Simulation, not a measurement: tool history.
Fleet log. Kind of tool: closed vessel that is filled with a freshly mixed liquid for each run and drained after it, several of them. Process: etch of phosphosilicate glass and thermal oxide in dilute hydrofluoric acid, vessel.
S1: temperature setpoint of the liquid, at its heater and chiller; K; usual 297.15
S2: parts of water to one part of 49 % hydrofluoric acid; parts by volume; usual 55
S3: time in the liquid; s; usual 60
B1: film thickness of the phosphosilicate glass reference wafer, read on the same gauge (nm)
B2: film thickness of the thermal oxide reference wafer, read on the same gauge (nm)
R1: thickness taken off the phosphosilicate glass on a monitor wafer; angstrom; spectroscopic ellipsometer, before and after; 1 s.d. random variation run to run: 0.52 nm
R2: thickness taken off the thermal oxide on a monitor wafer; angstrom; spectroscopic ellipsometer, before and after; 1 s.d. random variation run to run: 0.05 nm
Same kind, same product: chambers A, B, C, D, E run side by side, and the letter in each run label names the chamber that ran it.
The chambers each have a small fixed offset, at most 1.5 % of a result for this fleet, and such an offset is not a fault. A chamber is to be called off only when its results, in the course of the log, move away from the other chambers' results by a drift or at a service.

run   hour      S1  S2  S3      B1      B2      R1      R2
 1E    6.9  297.15  55  60  69.987     110  803.91  53.754
 2A   20.2  297.15  55  60  69.994  110.02  827.46  53.697
 3B   26.7  297.15  55  60  69.988  109.99  808.28  54.438
      31.1  -- chamber E: hydrofluoric acid flow meter replaced
 4C   33.1  297.15  55  60   70.03  110.01  807.95  53.767
 5D   41.5  297.15  55  60  69.958  110.01  795.51  53.566
 6E   53.8  297.15  55  60  69.996     110  809.13  54.496
 7A   67.5  297.15  55  60  69.975     110  822.37  54.209
 8D   81.6  297.15  55  60  70.015  109.98  802.53  53.848
 9C   89.4  297.15  55  60  70.025  109.99  804.02  53.494
10B   99.9  297.15  55  60  69.974     110  809.63  53.523
11A    109  297.15  55  60  70.067  109.99  828.31  54.562
12B  117.8  300.65  55  60  70.033  110.01   933.3  62.131
13D  126.8  300.65  55  60  70.023  109.99  932.27  60.899
14C  139.3  300.65  55  60  69.991     110   932.6   61.82
15E  147.9  300.65  55  60  69.976     110  933.57  62.014
16C  157.9  300.65  55  60  69.994  110.02  919.78   62.31
17A  166.8  297.15  55  60  70.019     110  818.36  53.622
18B  179.7  297.15  55  60  70.015  110.01  808.41  54.708
19E  191.4  297.15  55  60  69.974     110  819.34  54.276
20D  200.3  297.15  55  60  69.993  109.99   808.6   53.21
21D  207.3  297.15  55  60  69.985  110.02   797.8  52.519
22B  214.3  295.65  55  70  70.026  110.01  885.28  59.209
23A  224.7  295.65  55  70  69.991  110.01  901.59  58.368
24C  235.1  295.65  55  70  70.013  110.01  883.25  59.189
25E  248.4  295.65  55  70  69.988  110.02  888.09  58.805
26D  261.7  295.65  55  70  70.001     110  874.71  58.896
     269.4  -- chamber A: hydrofluoric acid flow meter replaced
27A  270.3  297.15  55  60  70.002  109.99   821.6  54.367
28E  278.7  297.15  55  60  70.012  110.01  809.51  54.461
29B  290.8  297.15  55  60  70.022     110  807.41  54.141
30C  301.9  297.15  55  60  70.021  109.99  802.94  54.776

What goes on in this fleet: one chamber off, a drifting gauge, or nothing beyond the chambers' own small offsets? Name the chamber and the cause, if any.

All chambers stay in line apart from their small fixed offsets, and the gauge does not drift.
